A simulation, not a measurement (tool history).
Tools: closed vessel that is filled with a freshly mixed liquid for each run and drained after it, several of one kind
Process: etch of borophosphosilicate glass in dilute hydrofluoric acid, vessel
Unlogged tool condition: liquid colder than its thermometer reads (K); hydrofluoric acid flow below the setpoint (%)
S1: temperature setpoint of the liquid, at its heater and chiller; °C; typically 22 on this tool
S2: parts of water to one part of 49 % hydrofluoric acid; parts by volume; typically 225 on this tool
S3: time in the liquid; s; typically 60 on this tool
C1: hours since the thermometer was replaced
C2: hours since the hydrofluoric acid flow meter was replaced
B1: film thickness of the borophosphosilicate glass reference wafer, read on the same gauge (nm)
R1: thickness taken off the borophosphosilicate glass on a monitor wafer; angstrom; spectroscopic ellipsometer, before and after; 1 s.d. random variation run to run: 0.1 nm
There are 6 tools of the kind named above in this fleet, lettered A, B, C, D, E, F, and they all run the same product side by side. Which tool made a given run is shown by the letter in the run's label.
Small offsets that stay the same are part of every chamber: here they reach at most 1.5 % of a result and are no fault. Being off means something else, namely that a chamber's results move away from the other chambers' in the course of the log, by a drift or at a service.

run	hour	S1	S2	S3	C1	C2	B1	R1
1B	11.5	22	225	60	896.9	557.7	49.972	101.690
2A	22.8	22	225	60	140.3	415.1	50.022	101.400
3C	30.9	22	225	60	225.5	1803.1	49.980	102.760
4D	39.2	22	225	60	1484.1	1966.2	50.023	100.360
5E	49.1	22	225	60	1191.2	145.6	50.013	104.230
6F	60.9	22	225	60	1899.6	1449.5	49.990	100.520
7C	73.8	22	225	60	268.4	1846.0	49.975	101.250
8E	81.0	22	225	60	1223.1	177.5	50.007	102.320
9F	91.2	22	225	60	1929.9	1479.8	50.024	99.731
10B	102.7	22	225	60	988.1	648.9	49.990	102.500
11A	112.6	22	225	60	230.1	504.9	50.004	103.330
12D	121.6	22	225	60	1566.5	2048.6	50.009	99.592
13B	132.9	22	225	60	1018.3	679.1	49.994	101.890
14A	145.8	22	225	60	263.3	538.1	49.993	100.410
15E	153.4	22	285	30	1295.5	249.9	49.997	37.103
16F	161.4	22	285	30	2000.1	1550.0	50.000	38.327
# hour 167.9: chamber D: hydrofluoric acid flow meter replaced
17C	168.4	22	285	30	363.0	1940.6	50.007	37.381
18D	179.9	22	285	30	1624.8	12.1	50.015	37.573
19B	193.1	22	285	30	1078.5	739.3	49.976	37.844
# hour 200.8: chamber F: thermometer replaced
20F	206.0	22	285	30	5.3	1594.6	49.997	37.821
21C	217.4	22	225	85	412.0	1989.6	50.010	145.820
# hour 218.2: chamber C: hydrofluoric acid flow meter replaced
22E	230.3	22	225	85	1372.4	326.8	49.991	138.870
23A	240.2	22	225	85	357.7	632.5	50.007	144.580
24D	251.6	22	225	85	1696.5	83.8	49.982	144.100
25A	260.5	22	225	85	378.0	652.8	49.982	145.190
26E	271.3	22	225	85	1413.4	367.8	49.982	140.740
27B	279.6	22	225	60	1165.0	825.8	49.977	100.870
28F	287.5	22	225	60	86.8	1676.1	50.026	101.990
29D	293.6	22	225	60	1738.5	125.8	49.992	102.130
30C	304.1	22	225	60	498.7	86.0	50.021	101.430
31B	312.8	22	225	60	1198.2	859.0	49.994	102.960
# hour 321.7: chamber F: hydrofluoric acid flow meter replaced
32A	321.7	22	225	60	439.2	714.0	50.031	103.210
33F	332.6	22	225	60	131.9	10.9	49.990	101.660
34D	342.0	22	225	60	1786.9	174.2	49.996	101.550
35E	350.0	22	145	90	1492.1	446.5	49.977	248.010
36C	359.6	22	145	90	554.2	141.5	49.993	259.520
37C	371.8	22	145	90	566.4	153.7	50.007	260.380
38E	378.6	22	145	90	1520.7	475.1	50.023	244.780
39A	388.8	22	145	90	506.3	781.1	50.041	258.600
40D	397.6	22	145	90	1842.5	229.8	50.008	261.190
41F	405.8	22	225	45	205.1	84.1	49.996	76.324
42B	416.9	22	225	45	1302.3	963.1	49.998	76.642
43A	423.3	22	225	45	540.8	815.6	49.991	75.045

Has any chamber moved away from the others, gradually or after a service, or does the common gauge drift, or do the chambers differ only by their own small steady offsets? State the chamber and the most likely cause if one applies.

It is chamber E that slowly wanders off from its peers.
Most likely cause: liquid colder than its thermometer reads (K) = 1.74.
The log may not separate it from: hydrofluoric acid flow below the setpoint (%).

Below are 4 candidate recipes for chamber E's next run, each the usual settings with a change, their results shown as question marks. Which of them brings E's results back in line with what the other chambers give on the usual settings?
A result is in line if it is within this distance of the other chambers' mean on the usual settings: R1 3.500 angstrom
44E-1	433.2	21.5	245	60				?
44E-2	433.2	25.0	225	60				?
44E-3	433.2	20.5	225	60				?
44E-4	433.2	23.5	225	60				?

Usual-settings mean across the other chambers: R1 101.700 angstrom
run	R1
44E-1	84.920
44E-2	107.390
44E-3	90.773
44E-4	101.640
It is 44E-4 that realigns the chamber with its peers.
